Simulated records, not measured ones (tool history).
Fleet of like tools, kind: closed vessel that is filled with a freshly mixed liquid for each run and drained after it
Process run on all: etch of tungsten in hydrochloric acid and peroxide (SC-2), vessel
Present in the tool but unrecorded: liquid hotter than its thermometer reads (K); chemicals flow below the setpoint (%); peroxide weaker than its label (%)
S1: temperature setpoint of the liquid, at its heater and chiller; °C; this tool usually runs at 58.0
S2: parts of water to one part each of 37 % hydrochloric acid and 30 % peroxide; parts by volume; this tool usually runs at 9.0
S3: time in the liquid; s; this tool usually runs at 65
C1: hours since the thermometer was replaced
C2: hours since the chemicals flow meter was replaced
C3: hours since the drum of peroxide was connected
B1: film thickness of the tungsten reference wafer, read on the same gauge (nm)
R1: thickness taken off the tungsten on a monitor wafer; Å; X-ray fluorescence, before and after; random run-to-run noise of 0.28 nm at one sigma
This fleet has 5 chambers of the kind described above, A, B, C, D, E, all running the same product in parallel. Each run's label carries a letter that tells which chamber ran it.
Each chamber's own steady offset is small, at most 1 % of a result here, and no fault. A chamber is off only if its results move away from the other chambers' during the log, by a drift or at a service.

| run | hour | S1 | S2 | S3 | C1 | C2 | C3 | B1 | R1 |
|---|---|---|---|---|---|---|---|---|---|
| 1A | 10.4 | 58.0 | 9.0 | 65 | 353.0 | 112.9 | 383.9 | 139.96 | 389.91 |
| 2C | 18.3 | 58.0 | 9.0 | 65 | 1439.8 | 342.3 | 31.3 | 140.02 | 390.87 |
| 3D | 31.9 | 58.0 | 9.0 | 65 | 1037.0 | 481.8 | 843.5 | 140.01 | 390.32 |
| 4B | 41.4 | 58.0 | 9.0 | 65 | 1751.6 | 222.3 | 447.5 | 139.95 | 393.45 |
|  | 50.3 | chamber C: thermometer replaced |
| 5E | 56.4 | 58.0 | 9.0 | 65 | 1850.9 | 1701.8 | 1089.1 | 140.02 | 389.38 |
|  | 58.7 | chamber E: chemicals flow meter replaced |
| 6E | 66.5 | 58.0 | 9.0 | 65 | 1861.0 | 7.8 | 1099.2 | 140.02 | 379.40 |
| 7A | 75.0 | 58.0 | 9.0 | 65 | 417.6 | 177.5 | 448.5 | 140.00 | 388.40 |
| 8B | 85.8 | 58.0 | 9.0 | 65 | 1796.0 | 266.7 | 491.9 | 140.04 | 386.64 |
| 9C | 99.2 | 58.0 | 9.0 | 65 | 48.9 | 423.2 | 112.2 | 140.00 | 392.39 |
| 10D | 109.0 | 58.0 | 9.0 | 65 | 1114.1 | 558.9 | 920.6 | 140.04 | 392.70 |
| 11D | 124.8 | 64.0 | 6.5 | 65 | 1129.9 | 574.7 | 936.4 | 140.00 | 727.19 |
|  | 129.4 | chamber E: new drum of peroxide connected |
|  | 134.3 | chamber B: new drum of peroxide connected |
| 12E | 136.6 | 64.0 | 6.5 | 65 | 1931.1 | 77.9 | 7.3 | 139.98 | 726.10 |
| 13C | 145.1 | 64.0 | 6.5 | 65 | 94.8 | 469.1 | 158.1 | 139.98 | 732.00 |
| 14A | 156.2 | 64.0 | 6.5 | 65 | 498.8 | 258.7 | 529.7 | 140.01 | 736.49 |
| 15B | 167.3 | 64.0 | 6.5 | 65 | 1877.5 | 348.2 | 33.0 | 139.99 | 731.04 |
| 16A | 182.4 | 58.0 | 9.0 | 65 | 525.0 | 284.9 | 555.9 | 140.00 | 390.71 |
|  | 188.9 | chamber C: chemicals flow meter replaced |
| 17E | 192.9 | 58.0 | 9.0 | 65 | 1987.4 | 134.2 | 63.6 | 139.98 | 383.81 |
| 18C | 206.4 | 58.0 | 9.0 | 65 | 156.1 | 17.6 | 219.4 | 139.97 | 391.09 |
| 19D | 216.4 | 58.0 | 9.0 | 65 | 1221.5 | 666.3 | 1028.0 | 139.98 | 388.72 |
|  | 221.6 | chamber B: chemicals flow meter replaced |
| 20B | 226.3 | 58.0 | 9.0 | 65 | 1936.5 | 4.7 | 92.0 | 139.97 | 387.05 |
| 21A | 238.0 | 58.0 | 9.0 | 65 | 580.6 | 340.5 | 611.5 | 140.00 | 387.81 |
| 22D | 250.1 | 58.0 | 9.0 | 65 | 1255.2 | 700.0 | 1061.7 | 140.08 | 392.96 |
| 23C | 258.6 | 58.0 | 7.0 | 65 | 208.3 | 69.8 | 271.6 | 140.02 | 476.44 |
| 24E | 267.3 | 58.0 | 7.0 | 65 | 2061.8 | 208.6 | 138.0 | 140.01 | 471.07 |
| 25B | 277.0 | 58.0 | 7.0 | 65 | 1987.2 | 55.4 | 142.7 | 139.97 | 470.23 |
|  | 291.1 | chamber B: thermometer replaced |
| 26E | 291.5 | 58.0 | 7.0 | 65 | 2086.0 | 232.8 | 162.2 | 140.00 | 468.51 |
| 27D | 304.6 | 58.0 | 7.0 | 65 | 1309.7 | 754.5 | 1116.2 | 139.98 | 475.96 |
| 28B | 318.0 | 58.0 | 9.0 | 65 | 27.0 | 96.4 | 183.7 | 139.97 | 386.93 |
| 29C | 328.0 | 58.0 | 9.0 | 65 | 277.7 | 139.2 | 341.0 | 139.99 | 385.17 |
| 30A | 335.0 | 58.0 | 9.0 | 65 | 677.6 | 437.5 | 708.5 | 140.03 | 390.95 |
|  | 335.1 | chamber D: thermometer replaced |
| 31A | 341.9 | 58.0 | 9.0 | 65 | 684.5 | 444.4 | 715.4 | 140.01 | 390.05 |
| 32C | 349.3 | 58.0 | 9.0 | 65 | 299.0 | 160.5 | 362.3 | 140.04 | 393.20 |
| 33E | 362.7 | 58.0 | 9.0 | 65 | 2157.2 | 304.0 | 233.4 | 139.96 | 387.32 |
| 34D | 374.0 | 58.0 | 9.0 | 65 | 38.9 | 823.9 | 1185.6 | 140.01 | 393.60 |
| 35B | 381.6 | 58.0 | 9.0 | 65 | 90.6 | 160.0 | 247.3 | 139.99 | 391.60 |
| 36D | 390.4 | 58.0 | 9.0 | 65 | 55.3 | 840.3 | 1202.0 | 140.00 | 391.35 |
|  | 390.5 | chamber A: new drum of peroxide connected |
| 37E | 404.3 | 58.0 | 9.0 | 65 | 2198.8 | 345.6 | 275.0 | 139.98 | 386.96 |
| 38C | 417.0 | 63.5 | 6.5 | 65 | 366.7 | 228.2 | 430.0 | 139.98 | 716.08 |
| 39B | 431.9 | 63.5 | 6.5 | 65 | 140.9 | 210.3 | 297.6 | 139.98 | 710.02 |
| 40A | 444.3 | 63.5 | 6.5 | 65 | 786.9 | 546.8 | 53.8 | 140.01 | 709.71 |
| 41C | 451.3 | 63.5 | 6.5 | 65 | 401.0 | 262.5 | 464.3 | 140.00 | 707.71 |

All chambers now run identical settings, listed one chamber a line with results as question marks. What results will each chamber show?
| 42A | 462.8 | 58.0 | 9.0 | 65 |  |  |  |  | ? |
| 42B | 462.8 | 58.0 | 9.0 | 65 |  |  |  |  | ? |
| 42C | 462.8 | 58.0 | 9.0 | 65 |  |  |  |  | ? |
| 42D | 462.8 | 58.0 | 9.0 | 65 |  |  |  |  | ? |
| 42E | 462.8 | 58.0 | 9.0 | 65 |  |  |  |  | ? |

| run | R1 |
|---|---|
| 42A | 389.49 |
| 42B | 392.59 |
| 42C | 391.64 |
| 42D | 393.79 |
| 42E | 390.48 |
